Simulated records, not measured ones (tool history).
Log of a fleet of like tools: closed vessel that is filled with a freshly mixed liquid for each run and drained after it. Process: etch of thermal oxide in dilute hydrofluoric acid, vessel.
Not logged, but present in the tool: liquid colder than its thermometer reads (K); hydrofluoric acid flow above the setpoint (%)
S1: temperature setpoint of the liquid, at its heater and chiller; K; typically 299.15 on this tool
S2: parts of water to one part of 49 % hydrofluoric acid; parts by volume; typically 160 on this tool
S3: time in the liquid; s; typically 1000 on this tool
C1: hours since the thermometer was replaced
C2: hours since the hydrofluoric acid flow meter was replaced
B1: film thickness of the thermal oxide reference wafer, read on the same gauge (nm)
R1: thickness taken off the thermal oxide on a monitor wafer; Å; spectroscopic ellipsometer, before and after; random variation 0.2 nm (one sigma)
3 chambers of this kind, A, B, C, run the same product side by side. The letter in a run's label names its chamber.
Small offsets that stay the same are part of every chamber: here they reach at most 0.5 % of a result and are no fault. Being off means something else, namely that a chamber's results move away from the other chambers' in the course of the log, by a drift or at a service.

Run 1B, hour 5.4: usual settings; C1 1217.7; C2 585.9; B1 39.972. Result: R1 291.04 Å.
Run 2A, hour 10.7: usual settings; C1 578.4; C2 290.7; B1 39.977. Result: R1 295.17 Å.
Run 3C, hour 15.5: usual settings; C1 1080.5; C2 719.0; B1 40.036. Result: R1 295.90 Å.
Run 4A, hour 18.7: usual settings; C1 586.4; C2 298.7; B1 40.015. Result: R1 297.04 Å.
Run 5B, hour 23.4: usual settings; C1 1235.7; C2 603.9; B1 40.017. Result: R1 293.71 Å.
Run 6C, hour 28.8: usual settings; C1 1093.8; C2 732.3; B1 40.020. Result: R1 293.09 Å.
Run 7A, hour 32.5: usual settings; C1 600.2; C2 312.5; B1 40.001. Result: R1 296.86 Å.
At hour 38.2: chamber C: thermometer replaced.
Run 8B, hour 39.5: usual settings; C1 1251.8; C2 620.0; B1 39.986. Result: R1 293.54 Å.
Run 9C, hour 45.5: usual settings; C1 7.3; C2 749.0; B1 39.981. Result: R1 295.53 Å.
Run 10A, hour 52.0: usual settings; C1 619.7; C2 332.0; B1 39.973. Result: R1 291.74 Å.
Run 11B, hour 58.5: usual settings; C1 1270.8; C2 639.0; B1 40.005. Result: R1 293.48 Å.
Run 12C, hour 62.1: usual settings; C1 23.9; C2 765.6; B1 39.979. Result: R1 292.39 Å.
Run 13C, hour 66.0: usual settings; C1 27.8; C2 769.5; B1 40.004. Result: R1 292.45 Å.
Run 14A, hour 71.7: usual settings but S2 100 parts by volume, S3 500 s; C1 639.4; C2 351.7; B1 40.004. Result: R1 251.37 Å.
Run 15B, hour 77.4: usual settings but S2 100 parts by volume, S3 500 s; C1 1289.7; C2 657.9; B1 40.009. Result: R1 256.47 Å.
Run 16C, hour 84.1: usual settings but S2 100 parts by volume, S3 500 s; C1 45.9; C2 787.6; B1 39.990. Result: R1 254.50 Å.
Run 17A, hour 90.3: usual settings; C1 658.0; C2 370.3; B1 40.015. Result: R1 290.89 Å.
Run 18B, hour 95.7: usual settings; C1 1308.0; C2 676.2; B1 40.005. Result: R1 294.58 Å.
Run 19C, hour 100.9: usual settings; C1 62.7; C2 804.4; B1 39.994. Result: R1 295.06 Å.
Run 20B, hour 106.2: usual settings; C1 1318.5; C2 686.7; B1 39.978. Result: R1 295.36 Å.
Run 21A, hour 113.3: usual settings; C1 681.0; C2 393.3; B1 39.993. Result: R1 285.66 Å.
Run 22B, hour 119.1: usual settings; C1 1331.4; C2 699.6; B1 40.018. Result: R1 295.05 Å.
Run 23A, hour 122.4: usual settings; C1 690.1; C2 402.4; B1 40.028. Result: R1 279.53 Å.
Run 24C, hour 125.7: usual settings; C1 87.5; C2 829.2; B1 39.969. Result: R1 296.81 Å.
Run 25B, hour 130.8: usual settings; C1 1343.1; C2 711.3; B1 40.015. Result: R1 289.21 Å.
Run 26A, hour 133.9: usual settings but S1 301.65 K; C1 701.6; C2 413.9; B1 39.994. Result: R1 307.87 Å.
Run 27C, hour 138.0: usual settings but S1 301.65 K; C1 99.8; C2 841.5; B1 39.982. Result: R1 325.32 Å.
Run 28B, hour 143.9: usual settings but S1 301.65 K; C1 1356.2; C2 724.4; B1 40.022. Result: R1 324.29 Å.
Run 29C, hour 149.4: usual settings; C1 111.2; C2 852.9; B1 39.994. Result: R1 291.22 Å.
Run 30A, hour 156.0: usual settings; C1 723.7; C2 436.0; B1 39.954. Result: R1 281.43 Å.
Run 31A, hour 159.6: usual settings; C1 727.3; C2 439.6; B1 39.992. Result: R1 280.18 Å.
Run 32C, hour 164.7: usual settings; C1 126.5; C2 868.2; B1 39.967. Result: R1 293.08 Å.
Run 33B, hour 168.7: usual settings; C1 1381.0; C2 749.2; B1 40.032. Result: R1 293.12 Å.
Run 34A, hour 174.2: usual settings; C1 741.9; C2 454.2; B1 40.014. Result: R1 278.61 Å.
Run 35B, hour 178.1: usual settings; C1 1390.4; C2 758.6; B1 40.009. Result: R1 295.97 Å.
Run 36C, hour 184.4: usual settings but S1 295.15 K, S2 230 parts by volume; C1 146.2; C2 887.9; B1 40.011. Result: R1 162.55 Å.
Run 37C, hour 189.0: usual settings but S1 295.15 K, S2 230 parts by volume; C1 150.8; C2 892.5; B1 39.998. Result: R1 163.13 Å.
At hour 190.3: chamber C: hydrofluoric acid flow meter replaced.
Run 38B, hour 192.5: usual settings but S1 295.15 K, S2 230 parts by volume; C1 1404.8; C2 773.0; B1 39.978. Result: R1 163.24 Å.
Run 39A, hour 198.7: usual settings; C1 766.4; C2 478.7; B1 39.987. Result: R1 276.73 Å.
Run 40C, hour 205.2: usual settings; C1 167.0; C2 14.9; B1 39.997. Result: R1 296.69 Å.
Run 41B, hour 210.0: usual settings; C1 1422.3; C2 790.5; B1 40.034. Result: R1 294.54 Å.
Run 42A, hour 216.9: usual settings; C1 784.6; C2 496.9; B1 39.990. Result: R1 271.49 Å.

All 3 chambers run these settings next. Forecast each chamber's results:
Run 43A, hour 222.0: usual settings but S1 300.65 K. Result: R1 ?.
Run 43B, hour 222.0: usual settings but S1 300.65 K. Result: R1 ?.
Run 43C, hour 222.0: usual settings but S1 300.65 K. Result: R1 ?.

run      R1
43A  285.98
43B  309.11
43C  311.59
